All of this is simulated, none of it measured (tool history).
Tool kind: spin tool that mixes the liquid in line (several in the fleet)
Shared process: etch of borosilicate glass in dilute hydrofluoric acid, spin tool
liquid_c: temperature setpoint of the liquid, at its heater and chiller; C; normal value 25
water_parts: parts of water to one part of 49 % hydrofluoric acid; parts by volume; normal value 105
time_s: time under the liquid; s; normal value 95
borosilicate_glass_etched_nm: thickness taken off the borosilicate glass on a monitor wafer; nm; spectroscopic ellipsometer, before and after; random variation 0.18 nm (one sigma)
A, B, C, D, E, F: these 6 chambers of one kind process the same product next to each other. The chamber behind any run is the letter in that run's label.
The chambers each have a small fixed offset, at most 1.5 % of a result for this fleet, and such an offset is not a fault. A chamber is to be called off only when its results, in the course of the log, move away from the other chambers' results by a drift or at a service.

run	hour	liquid_c	water_parts	time_s	read-back film thickness of the borosilicate glass reference wafer, read on the same gauge (nm)	borosilicate_glass_etched_nm
1F	6.3	25	105	95	119.98	30.871
2A	14.9	25	105	95	120.04	31.448
3D	22.6	25	105	95	120.01	31.564
4B	30.1	25	105	95	120.01	31.364
5C	36.7	25	105	95	119.97	31.671
6E	43.7	25	105	95	119.99	31.321
7B	51.6	25	70	95	120.03	48.918
8A	59.5	25	70	95	120.02	49.08
9D	64.1	25	70	95	120	49.165
10C	71.7	25	70	95	120.03	49.297
11F	76.6	25	70	95	120.03	48.55
12E	82.1	25	70	95	120	49.478
13C	90.8	25	105	95	120.01	31.752
14D	99.7	25	105	95	119.97	31.815
15F	104.8	25	105	95	119.95	30.846
16E	113	25	105	95	120.02	31.233
17B	119.2	25	75	145	119.99	68.873
18A	126.5	25	75	145	119.99	69.443
19F	131.5	25	75	145	119.98	66.809
20C	136.8	25	75	145	119.98	70.476
21B	142.6	25	75	145	120	69.844
22A	147.8	25	75	145	119.99	69.836
23E	154.9	25	105	95	119.98	31.283
24D	162.7	25	125	95	120	26.132
25F	169.7	25	125	95	119.97	24.543
26C	174.9	25	125	95	120.01	25.81
27E	183	25	125	95	120.01	25.452
28B	187.1	25	125	95	119.99	25.746
29D	192.6	25	125	95	119.99	25.71
30A	199.6	25	105	95	120.02	31.096
31B	206.3	25	105	95	120	31.504
32E	213.7	25	105	95	120	31.149
33C	218.6	25	105	95	120.01	31.336
34D	224.2	25	105	95	119.99	31.483
35A	228.6	25	105	95	120	31.894
36F	236.8	25	105	95	119.98	29.397
37A	240.7	25	105	95	119.98	31.226
38D	248.4	25	105	140	119.98	45.957
39F	254.4	25	105	140	120.02	42.34
40B	262.9	25	105	140	120.01	46.415

All 6 chambers run these settings next. Forecast each chamber's results:
41A	269.3	25	105	95		?
41B	269.3	25	105	95		?
41C	269.3	25	105	95		?
41D	269.3	25	105	95		?
41E	269.3	25	105	95		?
41F	269.3	25	105	95		?

run	borosilicate_glass_etched_nm
41A	31.188
41B	31.698
41C	31.484
41D	31.592
41E	31.397
41F	28.434
